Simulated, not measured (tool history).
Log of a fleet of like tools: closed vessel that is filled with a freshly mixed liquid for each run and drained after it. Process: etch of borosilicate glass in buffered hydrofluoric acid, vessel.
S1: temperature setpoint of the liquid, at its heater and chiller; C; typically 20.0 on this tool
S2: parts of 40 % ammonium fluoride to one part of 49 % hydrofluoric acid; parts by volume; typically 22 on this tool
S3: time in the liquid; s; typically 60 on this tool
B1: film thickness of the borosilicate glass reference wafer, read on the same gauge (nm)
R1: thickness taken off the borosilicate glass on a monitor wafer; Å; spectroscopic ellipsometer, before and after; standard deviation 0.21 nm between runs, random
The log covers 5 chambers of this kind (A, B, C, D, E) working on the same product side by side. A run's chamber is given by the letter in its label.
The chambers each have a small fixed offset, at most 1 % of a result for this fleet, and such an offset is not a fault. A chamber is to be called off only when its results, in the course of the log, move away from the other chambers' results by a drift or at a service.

Run 1C, hour 10.9: usual settings; B1 150.01. Result: R1 278.43 Å.
Run 2B, hour 22.6: usual settings; B1 150.02. Result: R1 284.54 Å.
Run 3D, hour 33.4: usual settings; B1 149.99. Result: R1 284.84 Å.
Run 4A, hour 39.6: usual settings; B1 150.04. Result: R1 285.96 Å.
Run 5E, hour 47.8: usual settings; B1 149.96. Result: R1 285.97 Å.
Run 6C, hour 56.2: usual settings; B1 150.04. Result: R1 284.37 Å.
At hour 63.5: chamber D: thermometer replaced.
Run 7D, hour 68.3: usual settings; B1 149.95. Result: R1 286.72 Å.
Run 8B, hour 79.0: usual settings; B1 149.99. Result: R1 288.07 Å.
Run 9E, hour 88.8: usual settings; B1 149.96. Result: R1 285.89 Å.
Run 10A, hour 100.7: usual settings but S1 17.0 C, S2 29 parts by volume; B1 150.07. Result: R1 197.56 Å.
Run 11B, hour 114.0: usual settings but S1 17.0 C, S2 29 parts by volume; B1 149.97. Result: R1 199.59 Å.
Run 12A, hour 119.9: usual settings but S1 17.0 C, S2 29 parts by volume; B1 149.98. Result: R1 197.80 Å.
Run 13D, hour 127.2: usual settings but S1 17.0 C, S2 29 parts by volume; B1 149.99. Result: R1 198.04 Å.
Run 14E, hour 135.2: usual settings but S1 17.0 C, S2 29 parts by volume; B1 149.99. Result: R1 197.28 Å.
Run 15C, hour 143.3: usual settings but S2 14 parts by volume; B1 149.97. Result: R1 421.79 Å.
At hour 149.7: chamber A: hydrofluoric acid flow meter replaced.
Run 16C, hour 151.7: usual settings but S2 14 parts by volume; B1 149.98. Result: R1 422.46 Å.
Run 17D, hour 159.3: usual settings but S2 14 parts by volume; B1 150.01. Result: R1 429.22 Å.
Run 18E, hour 166.9: usual settings but S2 14 parts by volume; B1 149.99. Result: R1 424.30 Å.
Run 19A, hour 178.3: usual settings but S2 14 parts by volume; B1 150.01. Result: R1 431.95 Å.
Run 20B, hour 186.4: usual settings; B1 149.99. Result: R1 278.01 Å.
At hour 194.5: chamber E: thermometer replaced.
Run 21B, hour 199.1: usual settings; B1 150.00. Result: R1 279.87 Å.
Run 22E, hour 207.5: usual settings; B1 149.99. Result: R1 286.80 Å.
Run 23A, hour 217.0: usual settings; B1 149.98. Result: R1 283.68 Å.
Run 24C, hour 230.1: usual settings; B1 149.99. Result: R1 282.26 Å.
Run 25D, hour 238.8: usual settings; B1 150.01. Result: R1 281.01 Å.
Run 26E, hour 245.7: usual settings; B1 149.96. Result: R1 284.99 Å.
Run 27C, hour 253.5: usual settings; B1 150.03. Result: R1 283.71 Å.
Run 28B, hour 260.7: usual settings; B1 149.99. Result: R1 275.55 Å.
Run 29D, hour 267.3: usual settings but S3 35 s; B1 149.99. Result: R1 164.96 Å.
Run 30A, hour 279.0: usual settings but S3 35 s; B1 150.05. Result: R1 164.85 Å.
Run 31B, hour 290.4: usual settings but S3 35 s; B1 150.02. Result: R1 160.46 Å.
Run 32A, hour 302.0: usual settings but S3 35 s; B1 149.99. Result: R1 165.25 Å.
Run 33D, hour 313.1: usual settings but S3 35 s; B1 150.03. Result: R1 164.31 Å.
Run 34C, hour 324.0: usual settings but S1 24.5 C; B1 150.06. Result: R1 357.10 Å.
At hour 329.8: chamber C: thermometer replaced.
Run 35E, hour 329.9: usual settings but S1 24.5 C; B1 150.03. Result: R1 365.60 Å.
Run 36C, hour 336.6: usual settings but S1 24.5 C; B1 149.97. Result: R1 358.76 Å.
Run 37E, hour 348.8: usual settings but S1 24.5 C; B1 149.98. Result: R1 364.25 Å.
At hour 361.1: chamber B: hydrofluoric acid flow meter replaced.
Run 38B, hour 362.3: usual settings but S1 24.5 C; B1 150.06. Result: R1 350.48 Å.
Run 39A, hour 369.6: usual settings but S1 22.5 C, S2 19 parts by volume; B1 150.02. Result: R1 369.47 Å.
Run 40D, hour 382.4: usual settings but S1 22.5 C, S2 19 parts by volume; B1 150.01. Result: R1 365.68 Å.
Run 41C, hour 395.4: usual settings but S1 22.5 C, S2 19 parts by volume; B1 149.99. Result: R1 366.94 Å.
Run 42E, hour 405.8: usual settings but S1 22.5 C, S2 19 parts by volume; B1 149.97. Result: R1 366.49 Å.

Next, all 5 chambers run the settings below, one line each with question marks for the results. What does each chamber give?
Run 43A, hour 415.6: usual settings. Result: R1 ?.
Run 43B, hour 415.6: usual settings. Result: R1 ?.
Run 43C, hour 415.6: usual settings. Result: R1 ?.
Run 43D, hour 415.6: usual settings. Result: R1 ?.
Run 43E, hour 415.6: usual settings. Result: R1 ?.

run      R1
43A  282.88
43B  268.16
43C  280.00
43D  282.65
43E  284.28

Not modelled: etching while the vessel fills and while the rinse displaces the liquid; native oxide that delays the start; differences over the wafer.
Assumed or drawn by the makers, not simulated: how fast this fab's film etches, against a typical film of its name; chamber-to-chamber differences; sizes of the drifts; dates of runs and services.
